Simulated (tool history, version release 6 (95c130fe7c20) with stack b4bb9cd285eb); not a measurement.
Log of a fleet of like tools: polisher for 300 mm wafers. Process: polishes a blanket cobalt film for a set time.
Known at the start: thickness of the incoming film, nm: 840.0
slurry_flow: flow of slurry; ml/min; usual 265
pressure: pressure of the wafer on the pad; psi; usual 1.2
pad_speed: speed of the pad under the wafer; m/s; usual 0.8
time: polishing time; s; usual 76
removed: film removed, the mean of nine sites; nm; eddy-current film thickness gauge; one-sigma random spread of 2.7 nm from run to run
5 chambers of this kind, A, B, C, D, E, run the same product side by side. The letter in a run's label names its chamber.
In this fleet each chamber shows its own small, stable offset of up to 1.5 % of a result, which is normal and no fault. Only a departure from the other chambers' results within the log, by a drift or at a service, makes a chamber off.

run 1E day=0.3 | slurry_flow=265 pressure=1.2 pad_speed=0.8 time=76 | removed=215.73
run 2A day=0.771 | slurry_flow=265 pressure=1.2 pad_speed=0.8 time=76 | removed=211.01
run 3D day=1.208 | slurry_flow=265 pressure=1.2 pad_speed=0.8 time=76 | removed=220.92
run 4B day=1.75 | slurry_flow=265 pressure=1.2 pad_speed=0.8 time=76 | removed=216.25
run 5C day=2.042 | slurry_flow=265 pressure=0.9 pad_speed=0.68 time=76 | removed=134.93
-- day=2.475 chamber A: worn pad replaced by a new one
run 6C day=2.608 | slurry_flow=265 pressure=0.9 pad_speed=0.68 time=76 | removed=135.83
-- day=3.008 chamber D: worn pad replaced by a new one
run 7E day=3.125 | slurry_flow=265 pressure=0.9 pad_speed=0.68 time=76 | removed=138.5
run 8B day=3.758 | slurry_flow=265 pressure=0.9 pad_speed=0.68 time=76 | removed=136.22
-- day=3.933 chamber E: worn pad replaced by a new one
run 9D day=4.258 | slurry_flow=265 pressure=0.9 pad_speed=0.68 time=76 | removed=138.22
-- day=4.408 chamber B: worn pad replaced by a new one
run 10A day=4.7 | slurry_flow=265 pressure=1.2 pad_speed=0.8 time=76 | removed=212.98
run 11C day=5.021 | slurry_flow=265 pressure=1.2 pad_speed=0.8 time=76 | removed=212.24
-- day=5.446 chamber C: head pressure recalibrated
run 12A day=5.538 | slurry_flow=265 pressure=1.2 pad_speed=0.66 time=76 | removed=175.69
-- day=5.912 chamber C: slurry nozzle cleaned
run 13B day=6.2 | slurry_flow=265 pressure=1.2 pad_speed=0.66 time=76 | removed=177.3
run 14E day=6.533 | slurry_flow=265 pressure=1.2 pad_speed=0.66 time=76 | removed=173.13
-- day=7.058 chamber C: worn pad replaced by a new one
run 15D day=7.158 | slurry_flow=265 pressure=1.2 pad_speed=0.66 time=76 | removed=178.59
-- day=7.738 chamber A: worn pad replaced by a new one
run 16A day=7.8 | slurry_flow=265 pressure=1.2 pad_speed=0.66 time=76 | removed=176.23
run 17E day=8.462 | slurry_flow=265 pressure=1.2 pad_speed=0.8 time=76 | removed=214.23
-- day=8.958 chamber E: worn pad replaced by a new one
run 18C day=8.975 | slurry_flow=265 pressure=1.2 pad_speed=0.8 time=76 | removed=219.44
-- day=9.367 chamber D: worn pad replaced by a new one
-- day=9.521 chamber A: head pressure recalibrated
-- day=9.558 chamber D: slurry nozzle cleaned
run 19B day=9.571 | slurry_flow=265 pressure=1.2 pad_speed=0.8 time=76 | removed=217
-- day=9.592 chamber B: worn pad replaced by a new one
run 20D day=10.162 | slurry_flow=265 pressure=1.2 pad_speed=0.8 time=61 | removed=171.72
run 21C day=10.804 | slurry_flow=265 pressure=1.2 pad_speed=0.8 time=61 | removed=170.43
run 22B day=11.171 | slurry_flow=265 pressure=1.2 pad_speed=0.8 time=61 | removed=168.26
-- day=11.325 chamber B: slurry nozzle cleaned
run 23D day=11.762 | slurry_flow=265 pressure=1.2 pad_speed=0.8 time=61 | removed=176.08
run 24A day=12.388 | slurry_flow=265 pressure=1.2 pad_speed=0.8 time=61 | removed=152.56
-- day=12.921 chamber A: worn pad replaced by a new one
run 25E day=12.946 | slurry_flow=265 pressure=1.2 pad_speed=1.02 time=76 | removed=270.14
-- day=13.354 chamber C: worn pad replaced by a new one
run 26D day=13.479 | slurry_flow=265 pressure=1.2 pad_speed=1.02 time=76 | removed=280.38
run 27B day=13.908 | slurry_flow=265 pressure=1.2 pad_speed=1.02 time=76 | removed=277.83
-- day=14.238 chamber E: worn pad replaced by a new one
-- day=14.258 chamber D: worn pad replaced by a new one
run 28A day=14.396 | slurry_flow=265 pressure=1.2 pad_speed=1.02 time=76 | removed=244.19
run 29E day=15.046 | slurry_flow=265 pressure=1.2 pad_speed=1.02 time=76 | removed=272.15
run 30C day=15.446 | slurry_flow=265 pressure=1.2 pad_speed=0.8 time=76 | removed=212.87
-- day=15.529 chamber E: slurry nozzle cleaned
run 31D day=16.079 | slurry_flow=265 pressure=0.8 pad_speed=0.8 time=102 | removed=185.34
run 32E day=16.467 | slurry_flow=265 pressure=0.8 pad_speed=0.8 time=102 | removed=189.84

Does one chamber stand apart from the rest, does the shared gauge drift, or is all well apart from small per-chamber offsets? Give the chamber and the most likely cause, where there is one.

Chamber A came out of a service off from its peers and stayed that way.
Most likely cause: head's pressure below its setpoint, % = 9.56.

Here are 4 candidates for chamber A's next run, each the usual settings with a change, their results left as question marks. Which one brings its results back in line with what the others give on the usual settings?
In-line tolerance around the mean of the other chambers on the usual settings: removed 9.4 nm
run 33A-1 day=16.946 | slurry_flow=265 pressure=1.2 pad_speed=0.88 time=76 | removed=?
run 33A-2 day=16.946 | slurry_flow=265 pressure=1.1 pad_speed=0.76 time=72 | removed=?
run 33A-3 day=16.946 | slurry_flow=265 pressure=1.2 pad_speed=0.76 time=73 | removed=?
run 33A-4 day=16.946 | slurry_flow=265 pressure=1.3 pad_speed=0.8 time=83 | removed=?

The other chambers' mean on the usual settings: removed 214.09 nm
run=33A-1 removed=210.63
run=33A-2 removed=158.44
run=33A-3 removed=175.08
run=33A-4 removed=226.66
Change 33A-1 lands the chamber within the allowed miss of the other chambers.
